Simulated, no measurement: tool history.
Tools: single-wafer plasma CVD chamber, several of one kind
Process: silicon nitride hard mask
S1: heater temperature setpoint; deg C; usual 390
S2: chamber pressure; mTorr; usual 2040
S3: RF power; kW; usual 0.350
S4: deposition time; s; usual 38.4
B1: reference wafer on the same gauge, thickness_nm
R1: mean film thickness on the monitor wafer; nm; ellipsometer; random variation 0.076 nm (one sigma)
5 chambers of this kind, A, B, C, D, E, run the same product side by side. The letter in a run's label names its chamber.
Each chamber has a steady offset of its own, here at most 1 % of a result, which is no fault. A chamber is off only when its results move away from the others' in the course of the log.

run,hour,S1,S2,S3,S4,B1,R1
1E,2.4,390,2040,0.350,38.4,45.779,52.744
2C,5.2,390,2040,0.350,38.4,45.786,52.616
3B,8.9,390,2040,0.350,38.4,45.782,52.762
4D,12.1,390,2040,0.350,38.4,45.778,52.954
5A,16.0,390,2040,0.350,38.4,45.751,52.650
6B,18.9,390,2040,0.350,38.4,45.745,52.531
7A,22.6,390,2460,0.350,38.4,45.739,55.203
8C,26.0,390,2460,0.350,38.4,45.738,55.149
9D,28.0,390,2460,0.350,38.4,45.734,55.258
10E,31.8,390,2460,0.350,38.4,45.727,55.275
11A,35.5,390,2460,0.350,38.4,45.690,55.209
12C,38.7,390,2040,0.350,38.4,45.696,52.518
13D,41.8,390,2040,0.350,38.4,45.686,52.922
14E,45.4,399,2040,0.315,38.4,45.665,48.946
15B,49.1,399,2040,0.315,38.4,45.656,48.985
16A,53.3,399,2040,0.315,38.4,45.647,49.054
17B,55.2,399,2040,0.315,38.4,45.640,49.002
18C,59.1,399,2040,0.315,38.4,45.660,48.805
19E,61.4,390,2040,0.350,38.4,45.625,52.604
20D,65.3,390,2040,0.295,38.4,45.637,47.209
21C,68.3,390,2040,0.295,38.4,45.615,47.013
22B,71.9,390,2040,0.295,38.4,45.609,47.079
23A,75.1,390,2040,0.295,38.4,45.593,47.034
24D,77.6,390,2040,0.295,38.4,45.580,47.188
25E,81.1,390,2040,0.350,38.4,45.596,52.637
26C,84.0,390,2040,0.350,45.5,45.580,62.172
27A,86.0,390,2040,0.350,45.5,45.572,62.228
28B,88.3,390,2040,0.350,45.5,45.536,62.074
29D,91.4,390,2040,0.350,45.5,45.560,62.363
30E,95.5,390,2040,0.350,45.5,45.568,62.109
31A,98.9,390,2040,0.350,38.4,45.537,52.399

All 5 chambers run these settings next. Forecast each chamber's results:
32A,101.9,390,2040,0.350,38.4,,?
32B,101.9,390,2040,0.350,38.4,,?
32C,101.9,390,2040,0.350,38.4,,?
32D,101.9,390,2040,0.350,38.4,,?
32E,101.9,390,2040,0.350,38.4,,?

run,R1
32A,52.479
32B,52.490
32C,52.240
32D,52.566
32E,52.625
